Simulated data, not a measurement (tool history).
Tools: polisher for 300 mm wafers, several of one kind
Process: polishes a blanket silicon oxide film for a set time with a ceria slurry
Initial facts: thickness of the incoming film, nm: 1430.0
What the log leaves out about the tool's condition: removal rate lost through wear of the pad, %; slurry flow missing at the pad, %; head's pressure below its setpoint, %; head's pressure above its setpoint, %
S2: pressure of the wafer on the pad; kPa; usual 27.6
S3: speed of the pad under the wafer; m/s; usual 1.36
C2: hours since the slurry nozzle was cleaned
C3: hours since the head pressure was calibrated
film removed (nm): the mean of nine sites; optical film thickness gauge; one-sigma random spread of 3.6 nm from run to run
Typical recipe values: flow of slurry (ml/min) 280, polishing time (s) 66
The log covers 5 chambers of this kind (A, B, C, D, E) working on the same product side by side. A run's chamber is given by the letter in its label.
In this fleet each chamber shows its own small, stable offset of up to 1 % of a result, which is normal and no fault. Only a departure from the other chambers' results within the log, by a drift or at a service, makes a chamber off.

{"day": 0.158, "done": "chamber D: worn pad replaced by a new one"}
{"day": 0.179, "done": "chamber E: worn pad replaced by a new one"}
{"run": "1D", "day": 0.312, "flow of slurry (ml/min)": 280, "S2": 27.6, "S3": 1.36, "polishing time (s)": 66, "wafers polished on this pad": 50, "C2": 108.8, "C3": 341.2, "film removed (nm)": 492.22}
{"day": 0.396, "done": "chamber B: worn pad replaced by a new one"}
{"run": "2E", "day": 0.604, "flow of slurry (ml/min)": 280, "S2": 27.6, "S3": 1.36, "polishing time (s)": 66, "wafers polished on this pad": 139, "C2": 561, "C3": 737.9, "film removed (nm)": 498.01}
{"day": 0.679, "done": "chamber A: worn pad replaced by a new one"}
{"run": "3B", "day": 1.004, "flow of slurry (ml/min)": 280, "S2": 27.6, "S3": 1.36, "polishing time (s)": 66, "wafers polished on this pad": 198, "C2": 542.1, "C3": 379.2, "film removed (nm)": 487.95}
{"run": "4A", "day": 1.4, "flow of slurry (ml/min)": 280, "S2": 27.6, "S3": 1.36, "polishing time (s)": 66, "wafers polished on this pad": 236, "C2": 487.6, "C3": 179.7, "film removed (nm)": 497.55}
{"run": "5C", "day": 1.579, "flow of slurry (ml/min)": 280, "S2": 27.6, "S3": 1.36, "polishing time (s)": 66, "wafers polished on this pad": 540, "C2": 119.4, "C3": 328.8, "film removed (nm)": 488.04}
{"run": "6E", "day": 1.817, "flow of slurry (ml/min)": 280, "S2": 27.6, "S3": 1.36, "polishing time (s)": 66, "wafers polished on this pad": 535, "C2": 590.1, "C3": 767, "film removed (nm)": 490.92}
{"run": "7A", "day": 2.121, "flow of slurry (ml/min)": 280, "S2": 27.6, "S3": 1.36, "polishing time (s)": 66, "wafers polished on this pad": 471, "C2": 504.9, "C3": 197, "film removed (nm)": 495.18}
{"run": "8C", "day": 2.483, "flow of slurry (ml/min)": 280, "S2": 27.6, "S3": 1.36, "polishing time (s)": 78, "wafers polished on this pad": 835, "C2": 141.1, "C3": 350.5, "film removed (nm)": 571.41}
{"run": "9D", "day": 2.758, "flow of slurry (ml/min)": 280, "S2": 27.6, "S3": 1.36, "polishing time (s)": 78, "wafers polished on this pad": 848, "C2": 167.5, "C3": 399.9, "film removed (nm)": 583.49}
{"day": 2.892, "done": "chamber B: worn pad replaced by a new one"}
{"day": 2.912, "done": "chamber E: worn pad replaced by a new one"}
{"run": "10B", "day": 2.967, "flow of slurry (ml/min)": 280, "S2": 27.6, "S3": 1.36, "polishing time (s)": 78, "wafers polished on this pad": 24, "C2": 589.2, "C3": 426.3, "film removed (nm)": 574.21}
{"day": 3.129, "done": "chamber D: worn pad replaced by a new one"}
{"day": 3.171, "done": "chamber A: worn pad replaced by a new one"}
{"run": "11C", "day": 3.175, "flow of slurry (ml/min)": 280, "S2": 27.6, "S3": 1.36, "polishing time (s)": 78, "wafers polished on this pad": 1061, "C2": 157.7, "C3": 367.1, "film removed (nm)": 576.4}
{"day": 3.408, "done": "chamber C: worn pad replaced by a new one"}
{"run": "12E", "day": 3.533, "flow of slurry (ml/min)": 280, "S2": 27.6, "S3": 1.36, "polishing time (s)": 78, "wafers polished on this pad": 203, "C2": 631.3, "C3": 808.2, "film removed (nm)": 590.3}
{"run": "13D", "day": 3.842, "flow of slurry (ml/min)": 280, "S2": 27.6, "S3": 1.36, "polishing time (s)": 66, "wafers polished on this pad": 233, "C2": 193.5, "C3": 425.9, "film removed (nm)": 494.64}
{"run": "14A", "day": 4.079, "flow of slurry (ml/min)": 280, "S2": 27.6, "S3": 1.36, "polishing time (s)": 66, "wafers polished on this pad": 297, "C2": 551.9, "C3": 244, "film removed (nm)": 498.47}
{"day": 4.154, "done": "chamber A: slurry nozzle cleaned"}
{"run": "15B", "day": 4.379, "flow of slurry (ml/min)": 280, "S2": 27.6, "S3": 1.36, "polishing time (s)": 66, "wafers polished on this pad": 485, "C2": 623.1, "C3": 460.2, "film removed (nm)": 485.82}
{"run": "16A", "day": 4.6, "flow of slurry (ml/min)": 280, "S2": 27.6, "S3": 1.36, "polishing time (s)": 66, "wafers polished on this pad": 467, "C2": 10.7, "C3": 256.5, "film removed (nm)": 495.69}
{"run": "17B", "day": 4.967, "flow of slurry (ml/min)": 280, "S2": 27.6, "S3": 1.36, "polishing time (s)": 66, "wafers polished on this pad": 677, "C2": 637.2, "C3": 474.3, "film removed (nm)": 495.77}
{"day": 5.046, "done": "chamber A: head pressure recalibrated"}
{"day": 5.262, "done": "chamber B: slurry nozzle cleaned"}
{"run": "18C", "day": 5.288, "flow of slurry (ml/min)": 280, "S2": 27.6, "S3": 1.36, "polishing time (s)": 66, "wafers polished on this pad": 614, "C2": 208.4, "C3": 417.8, "film removed (nm)": 482.76}
{"run": "19D", "day": 5.538, "flow of slurry (ml/min)": 280, "S2": 27.6, "S3": 1.36, "polishing time (s)": 66, "wafers polished on this pad": 786, "C2": 234.2, "C3": 466.6, "film removed (nm)": 492.81}
{"day": 5.667, "done": "chamber D: worn pad replaced by a new one"}
{"day": 5.788, "done": "chamber E: worn pad replaced by a new one"}
{"day": 5.842, "done": "chamber B: worn pad replaced by a new one"}
{"run": "20E", "day": 5.862, "flow of slurry (ml/min)": 280, "S2": 27.6, "S3": 1.36, "polishing time (s)": 66, "wafers polished on this pad": 24, "C2": 687.2, "C3": 864.1, "film removed (nm)": 492.3}
{"day": 5.992, "done": "chamber A: worn pad replaced by a new one"}
{"run": "21C", "day": 6.096, "flow of slurry (ml/min)": 280, "S2": 27.6, "S3": 1.36, "polishing time (s)": 66, "wafers polished on this pad": 877, "C2": 227.8, "C3": 437.2, "film removed (nm)": 481.47}
{"run": "22E", "day": 6.312, "flow of slurry (ml/min)": 185, "S2": 27.6, "S3": 1.36, "polishing time (s)": 76, "wafers polished on this pad": 171, "C2": 698, "C3": 874.9, "film removed (nm)": 538.53}
{"run": "23A", "day": 6.562, "flow of slurry (ml/min)": 185, "S2": 27.6, "S3": 1.36, "polishing time (s)": 76, "wafers polished on this pad": 187, "C2": 57.8, "C3": 36.4, "film removed (nm)": 506.21}
{"run": "24D", "day": 6.971, "flow of slurry (ml/min)": 185, "S2": 27.6, "S3": 1.36, "polishing time (s)": 76, "wafers polished on this pad": 426, "C2": 268.6, "C3": 501, "film removed (nm)": 537.64}
{"day": 7.108, "done": "chamber E: slurry nozzle cleaned"}
{"run": "25B", "day": 7.25, "flow of slurry (ml/min)": 185, "S2": 27.6, "S3": 1.36, "polishing time (s)": 76, "wafers polished on this pad": 460, "C2": 47.7, "C3": 529.1, "film removed (nm)": 541.39}
{"run": "26D", "day": 7.658, "flow of slurry (ml/min)": 185, "S2": 27.6, "S3": 1.36, "polishing time (s)": 76, "wafers polished on this pad": 650, "C2": 285.1, "C3": 517.5, "film removed (nm)": 539.7}
{"day": 7.679, "done": "chamber C: worn pad replaced by a new one"}
{"run": "27C", "day": 8.054, "flow of slurry (ml/min)": 280, "S2": 27.6, "S3": 1.36, "polishing time (s)": 66, "wafers polished on this pad": 122, "C2": 274.8, "C3": 484.2, "film removed (nm)": 483.59}
{"run": "28E", "day": 8.238, "flow of slurry (ml/min)": 280, "S2": 27.6, "S3": 1.36, "polishing time (s)": 66, "wafers polished on this pad": 799, "C2": 27.1, "C3": 921.1, "film removed (nm)": 487.32}
{"day": 8.271, "done": "chamber B: worn pad replaced by a new one"}
{"day": 8.442, "done": "chamber A: worn pad replaced by a new one"}
{"day": 8.521, "done": "chamber D: worn pad replaced by a new one"}
{"run": "29A", "day": 8.625, "flow of slurry (ml/min)": 280, "S2": 27.6, "S3": 1.36, "polishing time (s)": 66, "wafers polished on this pad": 60, "C2": 107.3, "C3": 85.9, "film removed (nm)": 460.18}
{"run": "30B", "day": 9.004, "flow of slurry (ml/min)": 280, "S2": 27.6, "S3": 1.36, "polishing time (s)": 66, "wafers polished on this pad": 240, "C2": 89.8, "C3": 571.2, "film removed (nm)": 489.23}
{"day": 9.012, "done": "chamber E: worn pad replaced by a new one"}
{"run": "31D", "day": 9.304, "flow of slurry (ml/min)": 280, "S2": 23.4, "S3": 1.36, "polishing time (s)": 76, "wafers polished on this pad": 255, "C2": 324.6, "C3": 557, "film removed (nm)": 489.86}
{"run": "32E", "day": 9.542, "flow of slurry (ml/min)": 280, "S2": 23.4, "S3": 1.36, "polishing time (s)": 76, "wafers polished on this pad": 173, "C2": 58.4, "C3": 952.4, "film removed (nm)": 483.59}
{"run": "33C", "day": 9.788, "flow of slurry (ml/min)": 280, "S2": 23.4, "S3": 1.36, "polishing time (s)": 76, "wafers polished on this pad": 688, "C2": 316.4, "C3": 525.8, "film removed (nm)": 483.57}
{"run": "34B", "day": 10.079, "flow of slurry (ml/min)": 280, "S2": 23.4, "S3": 1.36, "polishing time (s)": 76, "wafers polished on this pad": 591, "C2": 115.6, "C3": 597, "film removed (nm)": 478.5}
{"run": "35A", "day": 10.446, "flow of slurry (ml/min)": 280, "S2": 23.4, "S3": 1.36, "polishing time (s)": 76, "wafers polished on this pad": 655, "C2": 151, "C3": 129.6, "film removed (nm)": 447.84}
{"day": 10.542, "done": "chamber B: worn pad replaced by a new one"}
{"run": "36B", "day": 10.842, "flow of slurry (ml/min)": 280, "S2": 27.6, "S3": 1.36, "polishing time (s)": 66, "wafers polished on this pad": 98, "C2": 133.9, "C3": 615.3, "film removed (nm)": 489.74}
{"day": 10.858, "done": "chamber D: worn pad replaced by a new one"}
{"run": "37D", "day": 11.046, "flow of slurry (ml/min)": 280, "S2": 27.6, "S3": 1.36, "polishing time (s)": 66, "wafers polished on this pad": 61, "C2": 366.4, "C3": 598.8, "film removed (nm)": 493.33}
{"day": 11.058, "done": "chamber A: worn pad replaced by a new one"}
{"run": "38C", "day": 11.383, "flow of slurry (ml/min)": 280, "S2": 27.6, "S3": 1.36, "polishing time (s)": 66, "wafers polished on this pad": 1209, "C2": 354.7, "C3": 564.1, "film removed (nm)": 487.5}
{"run": "39E", "day": 11.6, "flow of slurry (ml/min)": 280, "S2": 27.6, "S3": 1.36, "polishing time (s)": 66, "wafers polished on this pad": 845, "C2": 107.8, "C3": 1001.8, "film removed (nm)": 488.23}
{"run": "40A", "day": 11.883, "flow of slurry (ml/min)": 280, "S2": 23.4, "S3": 1.36, "polishing time (s)": 66, "wafers polished on this pad": 270, "C2": 185.5, "C3": 164.1, "film removed (nm)": 393.4}
{"day": 12.071, "done": "chamber C: worn pad replaced by a new one"}
{"day": 12.075, "done": "chamber E: worn pad replaced by a new one"}
{"run": "41E", "day": 12.104, "flow of slurry (ml/min)": 280, "S2": 23.4, "S3": 1.36, "polishing time (s)": 66, "wafers polished on this pad": 10, "C2": 119.9, "C3": 1013.9, "film removed (nm)": 419.98}
{"run": "42B", "day": 12.512, "flow of slurry (ml/min)": 280, "S2": 23.4, "S3": 1.36, "polishing time (s)": 66, "wafers polished on this pad": 643, "C2": 174, "C3": 655.4, "film removed (nm)": 415.63}
{"run": "43C", "day": 12.825, "flow of slurry (ml/min)": 280, "S2": 23.4, "S3": 1.36, "polishing time (s)": 66, "wafers polished on this pad": 246, "C2": 389.3, "C3": 598.7, "film removed (nm)": 413.01}
{"run": "44A", "day": 13.2, "flow of slurry (ml/min)": 280, "S2": 23.4, "S3": 1.36, "polishing time (s)": 66, "wafers polished on this pad": 700, "C2": 217.1, "C3": 195.7, "film removed (nm)": 388.95}

Which is it: a chamber that has drifted or been left off by a service, a gauge drift common to all chambers, or only each chamber's usual small offset? If a chamber is off, name it and its likeliest cause.

A service left chamber A off against the others.
Cause: head's pressure below its setpoint, % = 7.12.

Which of the 4 candidates below, each the usual settings with something changed and its results left as question marks, puts chamber A back in line with what the other chambers give on the usual settings?
In line here means within this much of the mean the other chambers give on the usual settings: film removed (nm) 13
{"run": "45A-1", "day": 13.496, "flow of slurry (ml/min)": 280, "S2": 27.6, "S3": 1.46, "polishing time (s)": 66, "film removed (nm)": "?"}
{"run": "45A-2", "day": 13.496, "flow of slurry (ml/min)": 280, "S2": 26.9, "S3": 1.3, "polishing time (s)": 66, "film removed (nm)": "?"}
{"run": "45A-3", "day": 13.496, "flow of slurry (ml/min)": 280, "S2": 27.6, "S3": 1.54, "polishing time (s)": 66, "film removed (nm)": "?"}
{"run": "45A-4", "day": 13.496, "flow of slurry (ml/min)": 280, "S2": 27.6, "S3": 1.2, "polishing time (s)": 66, "film removed (nm)": "?"}

What the other chambers average on the usual settings: film removed (nm) 491.61
run=45A-1 film_removed_(nm)=492.36
run=45A-2 film_removed_(nm)=428.29
run=45A-3 film_removed_(nm)=518.96
run=45A-4 film_removed_(nm)=405.91
The answer is 45A-1, which returns the chamber to within the allowed miss of the others.

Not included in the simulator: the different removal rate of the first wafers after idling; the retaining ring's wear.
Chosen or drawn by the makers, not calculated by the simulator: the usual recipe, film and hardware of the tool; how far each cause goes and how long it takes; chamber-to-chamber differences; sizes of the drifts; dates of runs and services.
